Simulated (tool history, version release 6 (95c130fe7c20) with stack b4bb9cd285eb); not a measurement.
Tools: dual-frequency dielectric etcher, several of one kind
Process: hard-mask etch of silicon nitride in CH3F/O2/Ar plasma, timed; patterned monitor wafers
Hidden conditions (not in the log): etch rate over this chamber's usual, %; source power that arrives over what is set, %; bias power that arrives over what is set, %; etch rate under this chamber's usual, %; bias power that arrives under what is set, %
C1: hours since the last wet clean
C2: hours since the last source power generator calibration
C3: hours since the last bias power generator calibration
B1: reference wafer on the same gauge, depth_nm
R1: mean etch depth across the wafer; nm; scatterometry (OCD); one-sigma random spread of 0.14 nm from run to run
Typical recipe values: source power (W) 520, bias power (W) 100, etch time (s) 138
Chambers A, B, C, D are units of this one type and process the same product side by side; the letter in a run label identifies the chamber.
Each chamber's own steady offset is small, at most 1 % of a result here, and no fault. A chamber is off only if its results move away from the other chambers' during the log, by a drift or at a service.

{"run": "1B", "day": 0.208, "source power (W)": 520, "bias power (W)": 100, "etch time (s)": 138, "C1": 127.7, "C2": 2681, "C3": 4140.2, "B1": 100.99, "R1": 120.52}
{"run": "2A", "day": 0.562, "source power (W)": 520, "bias power (W)": 100, "etch time (s)": 138, "C1": 539.2, "C2": 483.3, "C3": 655.4, "B1": 100.96, "R1": 120.35}
{"day": 0.8, "done": "chamber A: wet clean of the chamber"}
{"run": "3C", "day": 0.908, "source power (W)": 520, "bias power (W)": 100, "etch time (s)": 138, "C1": 433.3, "C2": 2364.2, "C3": 1825.2, "B1": 100.97, "R1": 119.46}
{"run": "4D", "day": 1.354, "source power (W)": 520, "bias power (W)": 100, "etch time (s)": 138, "C1": 132.5, "C2": 2209.6, "C3": 2423.6, "B1": 100.93, "R1": 120.08}
{"run": "5C", "day": 1.762, "source power (W)": 520, "bias power (W)": 100, "etch time (s)": 138, "C1": 453.8, "C2": 2384.7, "C3": 1845.7, "B1": 100.94, "R1": 119.36}
{"run": "6B", "day": 1.967, "source power (W)": 520, "bias power (W)": 100, "etch time (s)": 138, "C1": 169.9, "C2": 2723.2, "C3": 4182.4, "B1": 100.9, "R1": 120.38}
{"run": "7D", "day": 2.358, "source power (W)": 520, "bias power (W)": 100, "etch time (s)": 138, "C1": 156.6, "C2": 2233.7, "C3": 2447.7, "B1": 100.91, "R1": 120.1}
{"run": "8A", "day": 2.796, "source power (W)": 520, "bias power (W)": 100, "etch time (s)": 138, "C1": 47.9, "C2": 536.9, "C3": 709, "B1": 100.9, "R1": 119.89}
{"day": 2.912, "done": "chamber C: wet clean of the chamber"}
{"run": "9B", "day": 3.183, "source power (W)": 520, "bias power (W)": 100, "etch time (s)": 138, "C1": 199.1, "C2": 2752.4, "C3": 4211.6, "B1": 100.84, "R1": 120.37}
{"run": "10C", "day": 3.438, "source power (W)": 520, "bias power (W)": 100, "etch time (s)": 138, "C1": 12.6, "C2": 2424.9, "C3": 1885.9, "B1": 100.85, "R1": 119.65}
{"day": 3.625, "done": "chamber C: bias power generator calibrated"}
{"run": "11D", "day": 3.767, "source power (W)": 520, "bias power (W)": 100, "etch time (s)": 138, "C1": 190.4, "C2": 2267.5, "C3": 2481.5, "B1": 100.85, "R1": 119.83}
{"run": "12A", "day": 4.154, "source power (W)": 630, "bias power (W)": 92, "etch time (s)": 138, "C1": 80.5, "C2": 569.5, "C3": 741.6, "B1": 100.86, "R1": 125.33}
{"run": "13A", "day": 4.417, "source power (W)": 630, "bias power (W)": 92, "etch time (s)": 138, "C1": 86.8, "C2": 575.8, "C3": 747.9, "B1": 100.85, "R1": 125.27}
{"run": "14B", "day": 4.838, "source power (W)": 630, "bias power (W)": 92, "etch time (s)": 138, "C1": 238.8, "C2": 2792.1, "C3": 4251.3, "B1": 100.83, "R1": 125.36}
{"run": "15C", "day": 5.225, "source power (W)": 630, "bias power (W)": 92, "etch time (s)": 138, "C1": 55.5, "C2": 2467.8, "C3": 38.4, "B1": 100.81, "R1": 124.56}
{"run": "16D", "day": 5.538, "source power (W)": 520, "bias power (W)": 100, "etch time (s)": 138, "C1": 232.9, "C2": 2310, "C3": 2524, "B1": 100.79, "R1": 119.83}
{"run": "17A", "day": 5.862, "source power (W)": 520, "bias power (W)": 100, "etch time (s)": 138, "C1": 121.5, "C2": 610.5, "C3": 782.6, "B1": 100.76, "R1": 119.87}
{"run": "18C", "day": 6.129, "source power (W)": 520, "bias power (W)": 100, "etch time (s)": 138, "C1": 77.2, "C2": 2489.5, "C3": 60.1, "B1": 100.75, "R1": 119.18}
{"run": "19B", "day": 6.538, "source power (W)": 520, "bias power (W)": 100, "etch time (s)": 138, "C1": 279.6, "C2": 2832.9, "C3": 4292.1, "B1": 100.72, "R1": 120.12}
{"run": "20D", "day": 6.971, "source power (W)": 520, "bias power (W)": 100, "etch time (s)": 138, "C1": 267.3, "C2": 2344.4, "C3": 2558.4, "B1": 100.73, "R1": 119.88}
{"run": "21C", "day": 7.175, "source power (W)": 520, "bias power (W)": 100, "etch time (s)": 138, "C1": 102.3, "C2": 2514.6, "C3": 85.2, "B1": 100.72, "R1": 119.37}
{"run": "22A", "day": 7.521, "source power (W)": 520, "bias power (W)": 100, "etch time (s)": 138, "C1": 161.3, "C2": 650.3, "C3": 822.4, "B1": 100.68, "R1": 120.03}
{"run": "23D", "day": 7.929, "source power (W)": 520, "bias power (W)": 100, "etch time (s)": 138, "C1": 290.3, "C2": 2367.4, "C3": 2581.4, "B1": 100.68, "R1": 119.52}
{"run": "24B", "day": 8.292, "source power (W)": 520, "bias power (W)": 100, "etch time (s)": 138, "C1": 321.7, "C2": 2875, "C3": 4334.2, "B1": 100.68, "R1": 120.46}
{"run": "25D", "day": 8.542, "source power (W)": 520, "bias power (W)": 100, "etch time (s)": 138, "C1": 305, "C2": 2382.1, "C3": 2596.1, "B1": 100.64, "R1": 119.92}
{"run": "26B", "day": 8.946, "source power (W)": 520, "bias power (W)": 100, "etch time (s)": 138, "C1": 337.4, "C2": 2890.7, "C3": 4349.9, "B1": 100.64, "R1": 120.02}
{"run": "27A", "day": 9.342, "source power (W)": 520, "bias power (W)": 100, "etch time (s)": 138, "C1": 205, "C2": 694, "C3": 866.1, "B1": 100.62, "R1": 119.66}
{"run": "28C", "day": 9.75, "source power (W)": 520, "bias power (W)": 100, "etch time (s)": 164, "C1": 164.1, "C2": 2576.4, "C3": 147, "B1": 100.62, "R1": 141.81}
{"run": "29D", "day": 10.083, "source power (W)": 520, "bias power (W)": 100, "etch time (s)": 164, "C1": 342, "C2": 2419.1, "C3": 2633.1, "B1": 100.58, "R1": 142.25}
{"run": "30C", "day": 10.483, "source power (W)": 520, "bias power (W)": 100, "etch time (s)": 164, "C1": 181.7, "C2": 2594, "C3": 164.6, "B1": 100.6, "R1": 141.4}
{"run": "31A", "day": 10.85, "source power (W)": 520, "bias power (W)": 100, "etch time (s)": 164, "C1": 241.2, "C2": 730.2, "C3": 902.3, "B1": 100.56, "R1": 142.43}
{"run": "32B", "day": 11.171, "source power (W)": 520, "bias power (W)": 100, "etch time (s)": 138, "C1": 390.8, "C2": 2944.1, "C3": 4403.3, "B1": 100.56, "R1": 119.92}
{"run": "33C", "day": 11.617, "source power (W)": 620, "bias power (W)": 100, "etch time (s)": 167.5, "C1": 208.9, "C2": 2621.2, "C3": 191.8, "B1": 100.54, "R1": 154.1}

Next, all 4 chambers run the settings below, one line each with question marks for the results. What does each chamber give?
{"run": "34A", "day": 11.938, "source power (W)": 520, "bias power (W)": 100, "etch time (s)": 138, "R1": "?"}
{"run": "34B", "day": 11.938, "source power (W)": 520, "bias power (W)": 100, "etch time (s)": 138, "R1": "?"}
{"run": "34C", "day": 11.938, "source power (W)": 520, "bias power (W)": 100, "etch time (s)": 138, "R1": "?"}
{"run": "34D", "day": 11.938, "source power (W)": 520, "bias power (W)": 100, "etch time (s)": 138, "R1": "?"}

run=34A R1=119.63
run=34B R1=119.87
run=34C R1=118.99
run=34D R1=119.63

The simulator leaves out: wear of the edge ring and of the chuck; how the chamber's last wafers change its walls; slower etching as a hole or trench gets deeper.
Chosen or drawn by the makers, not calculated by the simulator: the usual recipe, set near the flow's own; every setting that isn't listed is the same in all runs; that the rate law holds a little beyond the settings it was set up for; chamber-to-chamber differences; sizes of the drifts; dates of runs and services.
